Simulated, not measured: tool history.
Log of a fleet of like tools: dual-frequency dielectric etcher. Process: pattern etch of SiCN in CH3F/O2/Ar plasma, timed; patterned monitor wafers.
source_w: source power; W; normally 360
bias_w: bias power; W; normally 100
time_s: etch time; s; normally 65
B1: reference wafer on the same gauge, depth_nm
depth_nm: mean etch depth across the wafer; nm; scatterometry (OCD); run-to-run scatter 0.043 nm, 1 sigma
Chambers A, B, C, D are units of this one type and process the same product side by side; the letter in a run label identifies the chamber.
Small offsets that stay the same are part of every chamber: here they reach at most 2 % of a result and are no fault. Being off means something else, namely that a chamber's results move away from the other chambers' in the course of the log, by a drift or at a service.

Run 1B, hour 6.2: usual settings; B1 22.202. Result: depth_nm 26.166 nm.
Run 2C, hour 15.1: usual settings; B1 22.195. Result: depth_nm 26.881 nm.
Run 3D, hour 23.4: usual settings; B1 22.186. Result: depth_nm 26.42 nm.
Run 4A, hour 31.5: usual settings; B1 22.185. Result: depth_nm 26.372 nm.
Run 5A, hour 44.6: usual settings; B1 22.174. Result: depth_nm 26.441 nm.
At hour 49.5: chamber C: wet clean of the chamber.
Run 6B, hour 55: usual settings; B1 22.18. Result: depth_nm 26.176 nm.
Run 7C, hour 61.2: usual settings but time_s 48 s; B1 22.177. Result: depth_nm 19.813 nm.
Run 8D, hour 70.3: usual settings but time_s 48 s; B1 22.163. Result: depth_nm 19.484 nm.
Run 9A, hour 82.5: usual settings but time_s 48 s; B1 22.167. Result: depth_nm 19.507 nm.
Run 10C, hour 94: usual settings but time_s 48 s; B1 22.147. Result: depth_nm 19.779 nm.
Run 11D, hour 101.6: usual settings; B1 22.145. Result: depth_nm 26.363 nm.
Run 12B, hour 114.8: usual settings; B1 22.141. Result: depth_nm 26.18 nm.
Run 13C, hour 122: usual settings; B1 22.146. Result: depth_nm 26.833 nm.
Run 14B, hour 130.2: usual settings; B1 22.148. Result: depth_nm 26.219 nm.
At hour 141.7: chamber D: wet clean of the chamber.
Run 15A, hour 141.7: usual settings but bias_w 76 W, time_s 58 s; B1 22.131. Result: depth_nm 21.214 nm.
At hour 150.2: chamber B: wet clean of the chamber.
Run 16D, hour 152.9: usual settings but bias_w 76 W, time_s 58 s; B1 22.128. Result: depth_nm 21.293 nm.
Run 17A, hour 162.7: usual settings but bias_w 76 W, time_s 58 s; B1 22.131. Result: depth_nm 21.245 nm.
Run 18D, hour 175.5: usual settings but bias_w 76 W, time_s 58 s; B1 22.134. Result: depth_nm 21.203 nm.
Run 19B, hour 187.9: usual settings; B1 22.115. Result: depth_nm 26.178 nm.
Run 20C, hour 196.8: usual settings; B1 22.113. Result: depth_nm 26.815 nm.
Run 21C, hour 204.3: usual settings; B1 22.102. Result: depth_nm 26.809 nm.
Run 22D, hour 214.8: usual settings; B1 22.106. Result: depth_nm 26.34 nm.
At hour 217.9: chamber B: source power generator calibrated.
At hour 220.7: chamber C: bias power generator calibrated.
Run 23A, hour 223: usual settings but source_w 410 W, bias_w 89 W; B1 22.101. Result: depth_nm 26.448 nm.
Run 24B, hour 230: usual settings but source_w 410 W, bias_w 89 W; B1 22.108. Result: depth_nm 26.272 nm.
Run 25C, hour 240.6: usual settings but source_w 410 W, bias_w 89 W; B1 22.092. Result: depth_nm 26.883 nm.
Run 26D, hour 248.9: usual settings but source_w 410 W, bias_w 89 W; B1 22.088. Result: depth_nm 26.398 nm.
At hour 260.8: chamber C: source power generator calibrated.
Run 27A, hour 261: usual settings; B1 22.084. Result: depth_nm 26.197 nm.
Run 28B, hour 270.9: usual settings; B1 22.089. Result: depth_nm 26.138 nm.
Run 29A, hour 278.9: usual settings; B1 22.068. Result: depth_nm 26.22 nm.
Run 30B, hour 288.4: usual settings but bias_w 92 W; B1 22.068. Result: depth_nm 25.255 nm.
Run 31C, hour 302.1: usual settings but bias_w 92 W; B1 22.058. Result: depth_nm 25.937 nm.
Run 32D, hour 313.6: usual settings but bias_w 92 W; B1 22.062. Result: depth_nm 25.422 nm.
Run 33D, hour 323.9: usual settings but bias_w 92 W; B1 22.056. Result: depth_nm 25.462 nm.

Decide between three cases: one chamber stands off from its peers, the gauge reading all wafers drifts, or nothing is wrong past each chamber's small offset. Where a chamber is off, say which and what most likely put it there.

It is the gauge, not a chamber: its drift shows up in every chamber's results at once, and no chamber is off.
Cause: gauge reads low (%) = 0.666.

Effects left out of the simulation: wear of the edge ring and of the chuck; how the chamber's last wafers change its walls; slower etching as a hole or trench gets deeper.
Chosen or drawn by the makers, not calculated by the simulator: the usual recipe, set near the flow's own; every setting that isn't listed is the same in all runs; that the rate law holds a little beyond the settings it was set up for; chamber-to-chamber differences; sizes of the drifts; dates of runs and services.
